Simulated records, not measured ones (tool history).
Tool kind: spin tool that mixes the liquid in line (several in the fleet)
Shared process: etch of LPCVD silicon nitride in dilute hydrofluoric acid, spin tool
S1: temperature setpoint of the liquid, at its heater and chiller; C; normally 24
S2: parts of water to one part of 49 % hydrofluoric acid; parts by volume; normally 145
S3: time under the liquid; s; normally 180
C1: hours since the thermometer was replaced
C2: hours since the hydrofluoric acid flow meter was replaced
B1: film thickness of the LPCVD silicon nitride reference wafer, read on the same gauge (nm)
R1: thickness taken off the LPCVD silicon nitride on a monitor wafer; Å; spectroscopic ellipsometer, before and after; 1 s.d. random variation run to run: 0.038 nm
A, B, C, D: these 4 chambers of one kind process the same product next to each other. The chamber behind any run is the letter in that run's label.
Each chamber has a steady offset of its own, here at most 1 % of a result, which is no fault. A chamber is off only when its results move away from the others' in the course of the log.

Run 1A, hour 12.6: usual settings; C1 392.2; C2 1458.2; B1 70.003. Result: R1 5.8609 Å.
Run 2C, hour 19.7: usual settings; C1 317.1; C2 898.3; B1 70. Result: R1 5.6219 Å.
Run 3D, hour 33.3: usual settings; C1 2149.3; C2 1139.1; B1 69.978. Result: R1 5.5689 Å.
Run 4B, hour 49.4: usual settings; C1 79.2; C2 611.7; B1 69.964. Result: R1 6.119 Å.
Run 5D, hour 58.6: usual settings; C1 2174.6; C2 1164.4; B1 69.942. Result: R1 5.747 Å.
Run 6A, hour 72.4: usual settings; C1 452; C2 1518; B1 69.999. Result: R1 6.2861 Å.
Run 7C, hour 79.9: usual settings; C1 377.3; C2 958.5; B1 69.986. Result: R1 5.2917 Å.
At hour 91.3: chamber B: hydrofluoric acid flow meter replaced.
Run 8B, hour 92.5: usual settings; C1 122.3; C2 1.3; B1 70.029. Result: R1 6.5727 Å.
Run 9A, hour 101.1: usual settings; C1 480.7; C2 1546.7; B1 70. Result: R1 5.4005 Å.
Run 10C, hour 114.6: usual settings; C1 412; C2 993.2; B1 69.966. Result: R1 6.5446 Å.
Run 11B, hour 130.3: usual settings; C1 160.1; C2 39.1; B1 70.024. Result: R1 6.7224 Å.
Run 12D, hour 137.5: usual settings; C1 2253.5; C2 1243.3; B1 70.032. Result: R1 5.3018 Å.
Run 13D, hour 149.1: usual settings; C1 2265.1; C2 1254.9; B1 70.045. Result: R1 5.2888 Å.
Run 14B, hour 159.3: usual settings; C1 189.1; C2 68.1; B1 70.019. Result: R1 6.0506 Å.
Run 15A, hour 167.2: usual settings; C1 546.8; C2 1612.8; B1 70.008. Result: R1 5.5941 Å.
Run 16C, hour 181.2: usual settings; C1 478.6; C2 1059.8; B1 69.96. Result: R1 5.3357 Å.
Run 17B, hour 188.4: usual settings; C1 218.2; C2 97.2; B1 69.965. Result: R1 5.6398 Å.
At hour 193.4: chamber A: hydrofluoric acid flow meter replaced.
Run 18D, hour 200: usual settings; C1 2316; C2 1305.8; B1 69.942. Result: R1 5.7058 Å.
Run 19C, hour 212.4: usual settings; C1 509.8; C2 1091; B1 69.979. Result: R1 6.1946 Å.
Run 20A, hour 227.1: usual settings but S1 19.5 C, S3 105 s; C1 606.7; C2 33.7; B1 70.011. Result: R1 2.289 Å.
Run 21B, hour 237.3: usual settings but S1 19.5 C, S3 105 s; C1 267.1; C2 146.1; B1 69.962. Result: R1 2.5485 Å.
Run 22D, hour 244.4: usual settings but S1 19.5 C, S3 105 s; C1 2360.4; C2 1350.2; B1 69.998. Result: R1 2.2945 Å.
Run 23A, hour 258.6: usual settings but S1 19.5 C, S3 105 s; C1 638.2; C2 65.2; B1 69.952. Result: R1 2.642 Å.
Run 24C, hour 271.8: usual settings; C1 569.2; C2 1150.4; B1 70.04. Result: R1 5.8885 Å.
Run 25C, hour 284.6: usual settings; C1 582; C2 1163.2; B1 69.977. Result: R1 5.9271 Å.

All 4 chambers run these settings next. Forecast each chamber's results:
Run 26A, hour 296.3: usual settings. Result: R1 ?.
Run 26B, hour 296.3: usual settings. Result: R1 ?.
Run 26C, hour 296.3: usual settings. Result: R1 ?.
Run 26D, hour 296.3: usual settings. Result: R1 ?.

run      R1
26A  5.1413
26B  5.6902
26C  6.4363
26D  6.2312

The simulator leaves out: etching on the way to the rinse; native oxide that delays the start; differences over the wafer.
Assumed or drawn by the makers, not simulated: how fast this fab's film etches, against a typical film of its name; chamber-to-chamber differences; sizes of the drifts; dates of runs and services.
